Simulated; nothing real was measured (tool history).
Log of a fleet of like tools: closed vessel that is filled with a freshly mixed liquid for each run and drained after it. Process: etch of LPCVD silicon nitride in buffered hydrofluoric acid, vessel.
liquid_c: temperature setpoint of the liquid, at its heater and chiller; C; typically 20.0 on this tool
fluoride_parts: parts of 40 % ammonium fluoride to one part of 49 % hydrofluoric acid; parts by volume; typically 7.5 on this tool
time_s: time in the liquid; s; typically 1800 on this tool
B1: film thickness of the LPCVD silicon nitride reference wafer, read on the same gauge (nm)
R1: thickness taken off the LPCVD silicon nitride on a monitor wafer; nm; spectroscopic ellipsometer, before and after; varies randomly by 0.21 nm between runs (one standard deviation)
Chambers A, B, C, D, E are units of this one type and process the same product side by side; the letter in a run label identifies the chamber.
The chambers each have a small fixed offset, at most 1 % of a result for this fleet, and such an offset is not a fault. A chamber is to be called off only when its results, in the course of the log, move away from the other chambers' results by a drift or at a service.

{"run": "1C", "hour": 2.4, "liquid_c": 20.0, "fluoride_parts": 7.5, "time_s": 1800, "B1": 150.0, "R1": 28.923}
{"run": "2D", "hour": 5.0, "liquid_c": 20.0, "fluoride_parts": 7.5, "time_s": 1800, "B1": 149.99, "R1": 28.864}
{"run": "3E", "hour": 9.6, "liquid_c": 20.0, "fluoride_parts": 7.5, "time_s": 1800, "B1": 149.98, "R1": 28.584}
{"run": "4A", "hour": 13.6, "liquid_c": 20.0, "fluoride_parts": 7.5, "time_s": 1800, "B1": 149.97, "R1": 29.034}
{"run": "5B", "hour": 17.3, "liquid_c": 20.0, "fluoride_parts": 7.5, "time_s": 1800, "B1": 150.02, "R1": 29.068}
{"run": "6D", "hour": 19.6, "liquid_c": 20.0, "fluoride_parts": 7.5, "time_s": 1800, "B1": 150.01, "R1": 28.754}
{"run": "7B", "hour": 22.1, "liquid_c": 20.0, "fluoride_parts": 7.5, "time_s": 1800, "B1": 150.02, "R1": 28.983}
{"run": "8A", "hour": 24.9, "liquid_c": 20.0, "fluoride_parts": 7.5, "time_s": 1800, "B1": 150.05, "R1": 28.946}
{"run": "9E", "hour": 28.5, "liquid_c": 20.0, "fluoride_parts": 7.5, "time_s": 1800, "B1": 150.02, "R1": 28.452}
{"run": "10C", "hour": 33.0, "liquid_c": 20.0, "fluoride_parts": 7.5, "time_s": 1800, "B1": 150.0, "R1": 28.433}
{"run": "11A", "hour": 36.8, "liquid_c": 20.0, "fluoride_parts": 7.5, "time_s": 1800, "B1": 150.0, "R1": 29.051}
{"run": "12D", "hour": 39.1, "liquid_c": 20.0, "fluoride_parts": 7.5, "time_s": 1800, "B1": 149.96, "R1": 28.45}
{"run": "13C", "hour": 42.1, "liquid_c": 20.0, "fluoride_parts": 7.5, "time_s": 1800, "B1": 150.0, "R1": 28.631}
{"run": "14B", "hour": 44.8, "liquid_c": 20.0, "fluoride_parts": 7.5, "time_s": 1800, "B1": 149.99, "R1": 29.165}
{"run": "15E", "hour": 48.6, "liquid_c": 20.0, "fluoride_parts": 7.5, "time_s": 1800, "B1": 150.06, "R1": 28.634}
{"run": "16E", "hour": 52.9, "liquid_c": 24.5, "fluoride_parts": 6.5, "time_s": 1800, "B1": 150.02, "R1": 42.055}
{"run": "17C", "hour": 57.5, "liquid_c": 24.5, "fluoride_parts": 6.5, "time_s": 1800, "B1": 150.01, "R1": 41.612}
{"run": "18D", "hour": 61.9, "liquid_c": 24.5, "fluoride_parts": 6.5, "time_s": 1800, "B1": 150.03, "R1": 41.816}
{"run": "19B", "hour": 66.3, "liquid_c": 24.5, "fluoride_parts": 6.5, "time_s": 1800, "B1": 149.97, "R1": 42.707}
{"run": "20A", "hour": 69.3, "liquid_c": 24.5, "fluoride_parts": 6.5, "time_s": 1800, "B1": 149.98, "R1": 42.427}
{"run": "21D", "hour": 74.0, "liquid_c": 23.5, "fluoride_parts": 8.5, "time_s": 1800, "B1": 150.02, "R1": 30.544}
{"run": "22B", "hour": 76.3, "liquid_c": 23.5, "fluoride_parts": 8.5, "time_s": 1800, "B1": 150.01, "R1": 31.025}
{"run": "23A", "hour": 79.9, "liquid_c": 23.5, "fluoride_parts": 8.5, "time_s": 1800, "B1": 149.99, "R1": 30.389}
{"run": "24E", "hour": 84.7, "liquid_c": 23.5, "fluoride_parts": 8.5, "time_s": 1800, "B1": 150.01, "R1": 30.198}
{"run": "25C", "hour": 88.6, "liquid_c": 23.5, "fluoride_parts": 8.5, "time_s": 1800, "B1": 150.0, "R1": 30.36}
{"run": "26A", "hour": 92.7, "liquid_c": 20.0, "fluoride_parts": 7.5, "time_s": 1800, "B1": 150.02, "R1": 29.004}
{"run": "27D", "hour": 94.8, "liquid_c": 20.0, "fluoride_parts": 7.5, "time_s": 1800, "B1": 150.01, "R1": 28.756}
{"run": "28E", "hour": 98.7, "liquid_c": 20.0, "fluoride_parts": 7.5, "time_s": 1800, "B1": 149.97, "R1": 28.762}
{"run": "29C", "hour": 101.7, "liquid_c": 20.0, "fluoride_parts": 7.5, "time_s": 1800, "B1": 149.95, "R1": 28.532}
{"run": "30B", "hour": 104.5, "liquid_c": 20.0, "fluoride_parts": 7.5, "time_s": 1800, "B1": 149.98, "R1": 29.099}
{"run": "31C", "hour": 107.9, "liquid_c": 20.0, "fluoride_parts": 7.5, "time_s": 1800, "B1": 150.02, "R1": 28.236}
{"run": "32D", "hour": 110.6, "liquid_c": 17.5, "fluoride_parts": 7.5, "time_s": 1800, "B1": 150.02, "R1": 24.851}
{"run": "33E", "hour": 113.5, "liquid_c": 17.5, "fluoride_parts": 7.5, "time_s": 1800, "B1": 149.99, "R1": 24.934}
{"run": "34A", "hour": 118.4, "liquid_c": 17.5, "fluoride_parts": 7.5, "time_s": 1800, "B1": 149.99, "R1": 25.109}
{"run": "35B", "hour": 121.9, "liquid_c": 17.5, "fluoride_parts": 7.5, "time_s": 1800, "B1": 150.04, "R1": 25.204}

One chamber off, gauge drift, or nothing amiss beyond the chambers' own small offsets? If it is a chamber, which one, and what is the likeliest cause?

No chamber stands off beyond its own small offset, and the gauge holds steady.
